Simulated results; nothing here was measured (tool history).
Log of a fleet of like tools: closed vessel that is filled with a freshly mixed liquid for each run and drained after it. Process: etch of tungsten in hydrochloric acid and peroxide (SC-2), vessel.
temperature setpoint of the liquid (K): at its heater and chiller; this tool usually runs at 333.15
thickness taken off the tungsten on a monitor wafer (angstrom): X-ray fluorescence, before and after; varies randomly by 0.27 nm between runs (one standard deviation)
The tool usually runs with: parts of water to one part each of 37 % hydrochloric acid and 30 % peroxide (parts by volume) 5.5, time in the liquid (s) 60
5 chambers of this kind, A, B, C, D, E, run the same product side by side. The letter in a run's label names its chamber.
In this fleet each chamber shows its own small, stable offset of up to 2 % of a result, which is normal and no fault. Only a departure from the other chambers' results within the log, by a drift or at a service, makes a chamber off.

run,day,temperature setpoint of the liquid (K),parts of water to one part each of 37 % hydrochloric acid and 30 % peroxide (parts by volume),time in the liquid (s),"read-back film thickness of the tungsten reference wafer, read on the same gauge (nm)",thickness taken off the tungsten on a monitor wafer (angstrom)
1B,0.421,333.15,5.5,60,49.998,434.08
2A,0.712,333.15,5.5,60,49.975,422.48
3D,1.083,333.15,5.5,60,50.008,422.44
4C,1.658,333.15,5.5,60,49.972,433.17
5E,2.096,333.15,5.5,60,49.980,430.81
6A,2.579,333.15,5.5,60,50.024,420.12
7E,3.133,333.15,5.5,60,49.996,434.36
8C,3.429,333.15,5.5,60,50.012,430.41
9D,3.704,333.15,5.5,60,49.999,424.78
10B,4.167,333.15,5.5,60,50.012,429.63
# day 4.512: chamber E: thermometer replaced
11A,4.738,340.65,5.5,60,50.003,667.41
12B,5.129,340.65,5.5,60,50.004,688.55
13D,5.383,340.65,5.5,60,49.989,688.04
14C,5.662,340.65,5.5,60,50.001,693.52
15E,5.979,340.65,5.5,60,49.978,682.29
# day 6.233: chamber A: thermometer replaced
16E,6.542,333.15,5.5,60,50.003,429.45
17C,6.925,333.15,5.5,60,49.981,433.37
18B,7.450,342.65,5.5,60,50.001,772.35
19A,7.846,342.65,5.5,60,50.005,745.77
20D,8.125,342.65,5.5,60,50.023,757.01
# day 8.138: chamber D: chemicals flow meter replaced
21E,8.492,342.65,5.5,60,49.978,757.68
22B,9.008,342.65,5.5,60,50.006,765.00
23D,9.333,333.15,5.5,60,50.017,430.85
# day 9.546: chamber B: chemicals flow meter replaced
24C,9.829,333.15,5.5,60,50.014,446.05
25A,10.208,333.15,5.5,60,50.004,421.85
# day 10.583: chamber D: new drum of peroxide connected
26B,10.771,333.15,5.5,60,49.987,433.67
27C,11.154,333.15,7.5,60,49.999,355.86
# day 11.621: chamber B: new drum of peroxide connected
# day 11.625: chamber C: new drum of peroxide connected
28A,11.650,333.15,7.5,60,49.998,329.85
29D,12.196,333.15,7.5,60,50.027,337.02
30E,12.517,333.15,7.5,60,50.025,335.84
31E,12.967,333.15,7.5,60,50.019,337.64
32D,13.371,333.15,5.5,60,49.987,424.30
33C,13.779,333.15,5.5,60,50.001,448.32
34A,14.050,333.15,5.5,60,50.016,422.31
35B,14.308,333.15,5.5,60,49.991,433.53
36B,14.762,333.15,5.5,60,49.991,430.25
37E,15.296,333.15,5.5,50,50.007,362.47
38D,15.692,333.15,5.5,50,49.999,358.71
39C,16.033,333.15,5.5,50,50.030,380.45
40A,16.571,333.15,5.5,50,50.004,350.94
41A,16.900,333.15,5.5,50,50.003,346.17

Does one chamber stand apart from the rest, does the shared gauge drift, or is all well apart from small per-chamber offsets? Give the chamber and the most likely cause, where there is one.

It is chamber C that slowly wanders off from its peers.
What lies behind it: liquid hotter than its thermometer reads (K) = 0.826.
From this log alone, it may not be told apart from: chemicals flow above the setpoint (%).

Chamber C could run next with any of the 4 candidate recipes listed below; each alters the usual settings, and their results appear as question marks. Which one brings its results back in line with what the other chambers deliver on the usual settings?
In line means no further than this from the other chambers' mean on the usual settings: thickness taken off the tungsten on a monitor wafer (angstrom) 9.70
42C-1,17.321,332.15,5.5,60,,?
42C-2,17.321,331.65,5.5,60,,?
42C-3,17.321,334.65,5.5,60,,?
42C-4,17.321,334.15,5.5,60,,?

Usual-settings mean across the other chambers: thickness taken off the tungsten on a monitor wafer (angstrom) 428.33
run,thickness taken off the tungsten on a monitor wafer (angstrom)
42C-1,425.65
42C-2,412.47
42C-3,498.36
42C-4,483.15
42C-1 is the one that brings the chamber's results back in line with the other chambers.
